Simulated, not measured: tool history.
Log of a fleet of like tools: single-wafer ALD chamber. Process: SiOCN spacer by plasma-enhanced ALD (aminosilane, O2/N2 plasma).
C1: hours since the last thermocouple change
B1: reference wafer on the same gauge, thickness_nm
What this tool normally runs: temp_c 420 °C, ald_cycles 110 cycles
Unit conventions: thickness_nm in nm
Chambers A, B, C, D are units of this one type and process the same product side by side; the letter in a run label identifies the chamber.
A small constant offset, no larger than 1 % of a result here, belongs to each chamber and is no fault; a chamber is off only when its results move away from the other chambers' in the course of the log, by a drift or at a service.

Run 1A, hour 4.3: usual settings; C1 1778.1; B1 7.2312. Result: thickness_nm 6.261 nm.
Run 2C, hour 7.4: usual settings; C1 1120.9; B1 7.2325. Result: thickness_nm 6.3047 nm.
Run 3B, hour 12.5: usual settings; C1 253.8; B1 7.232. Result: thickness_nm 6.1956 nm.
Run 4D, hour 17.1: usual settings; C1 911.6; B1 7.2326. Result: thickness_nm 6.2693 nm.
Run 5B, hour 20: usual settings; C1 261.3; B1 7.2348. Result: thickness_nm 6.1795 nm.
Run 6C, hour 22.8: usual settings; C1 1136.3; B1 7.2358. Result: thickness_nm 6.2955 nm.
Run 7D, hour 27.7: usual settings; C1 922.2; B1 7.2359. Result: thickness_nm 6.2585 nm.
Run 8A, hour 32.4: usual settings; C1 1806.2; B1 7.2368. Result: thickness_nm 6.2661 nm.
At hour 36.6: chamber A: thermocouple changed; heater temperature recalibrated.
Run 9C, hour 37.6: usual settings; C1 1151.1; B1 7.2379. Result: thickness_nm 6.3105 nm.
Run 10D, hour 42.7: usual settings; C1 937.2; B1 7.241. Result: thickness_nm 6.2655 nm.
Run 11A, hour 47.8: usual settings; C1 11.3; B1 7.2423. Result: thickness_nm 6.2677 nm.
Run 12B, hour 52.1: usual settings; C1 293.4; B1 7.2448. Result: thickness_nm 6.1888 nm.
Run 13A, hour 56.2: usual settings; C1 19.7; B1 7.2413. Result: thickness_nm 6.2885 nm.
Run 14B, hour 58.5: usual settings; C1 299.8; B1 7.2439. Result: thickness_nm 6.2059 nm.
Run 15D, hour 62: usual settings but ald_cycles 118 cycles; C1 956.5; B1 7.2434. Result: thickness_nm 6.7215 nm.
Run 16C, hour 64.9: usual settings but ald_cycles 118 cycles; C1 1178.4; B1 7.245. Result: thickness_nm 6.7689 nm.
Run 17C, hour 68.6: usual settings but ald_cycles 118 cycles; C1 1182.1; B1 7.2428. Result: thickness_nm 6.7669 nm.
Run 18D, hour 73.1: usual settings but ald_cycles 118 cycles; C1 967.6; B1 7.2458. Result: thickness_nm 6.7087 nm.
Run 19B, hour 76.5: usual settings; C1 317.8; B1 7.2462. Result: thickness_nm 6.2069 nm.
Run 20A, hour 80.3: usual settings; C1 43.8; B1 7.249. Result: thickness_nm 6.2926 nm.
Run 21B, hour 85.6: usual settings but temp_c 414 °C, ald_cycles 118 cycles; C1 326.9; B1 7.2474. Result: thickness_nm 6.7757 nm.
Run 22A, hour 90: usual settings but temp_c 414 °C, ald_cycles 118 cycles; C1 53.5; B1 7.2516. Result: thickness_nm 6.871 nm.
Run 23D, hour 92.5: usual settings but temp_c 414 °C, ald_cycles 118 cycles; C1 987; B1 7.252. Result: thickness_nm 6.8463 nm.
Run 24C, hour 97.8: usual settings but temp_c 414 °C, ald_cycles 118 cycles; C1 1211.3; B1 7.2506. Result: thickness_nm 6.9168 nm.
Run 25C, hour 102.7: usual settings; C1 1216.2; B1 7.2518. Result: thickness_nm 6.314 nm.
Run 26B, hour 106.7: usual settings; C1 348; B1 7.2559. Result: thickness_nm 6.2164 nm.
Run 27A, hour 109.3: usual settings; C1 72.8; B1 7.2548. Result: thickness_nm 6.2785 nm.
Run 28D, hour 112.6: usual settings; C1 1007.1; B1 7.2549. Result: thickness_nm 6.2875 nm.
Run 29B, hour 115.1: usual settings; C1 356.4; B1 7.2564. Result: thickness_nm 6.2064 nm.
Run 30D, hour 118.5: usual settings but temp_c 428 °C, ald_cycles 101 cycles; C1 1013; B1 7.2555. Result: thickness_nm 5.6203 nm.
Run 31C, hour 123.5: usual settings but temp_c 428 °C, ald_cycles 101 cycles; C1 1237; B1 7.2609. Result: thickness_nm 5.6449 nm.
Run 32A, hour 127.5: usual settings but temp_c 428 °C, ald_cycles 101 cycles; C1 91; B1 7.2587. Result: thickness_nm 5.6272 nm.
Run 33C, hour 132: usual settings but temp_c 428 °C, ald_cycles 101 cycles; C1 1245.5; B1 7.2588. Result: thickness_nm 5.6696 nm.
Run 34D, hour 135.2: usual settings but ald_cycles 126 cycles; C1 1029.7; B1 7.2633. Result: thickness_nm 7.1917 nm.
Run 35B, hour 139.1: usual settings but ald_cycles 126 cycles; C1 380.4; B1 7.2599. Result: thickness_nm 7.1062 nm.
Run 36A, hour 141.7: usual settings but ald_cycles 126 cycles; C1 105.2; B1 7.2627. Result: thickness_nm 7.2099 nm.
Run 37C, hour 145.9: usual settings but ald_cycles 126 cycles; C1 1259.4; B1 7.2628. Result: thickness_nm 7.2575 nm.
Run 38B, hour 150.4: usual settings; C1 391.7; B1 7.2627. Result: thickness_nm 6.2046 nm.

Read the log: is a single chamber off, either drifting away or since a service, is the gauge that measures every chamber drifting, or is nothing wrong beyond small per-chamber offsets? Name any odd chamber and what most likely caused it.

Every chamber seems to shift together because the gauge that measures them all drifts; the chambers themselves are fine.
Most likely cause: gauge reads high (%) = 0.482.

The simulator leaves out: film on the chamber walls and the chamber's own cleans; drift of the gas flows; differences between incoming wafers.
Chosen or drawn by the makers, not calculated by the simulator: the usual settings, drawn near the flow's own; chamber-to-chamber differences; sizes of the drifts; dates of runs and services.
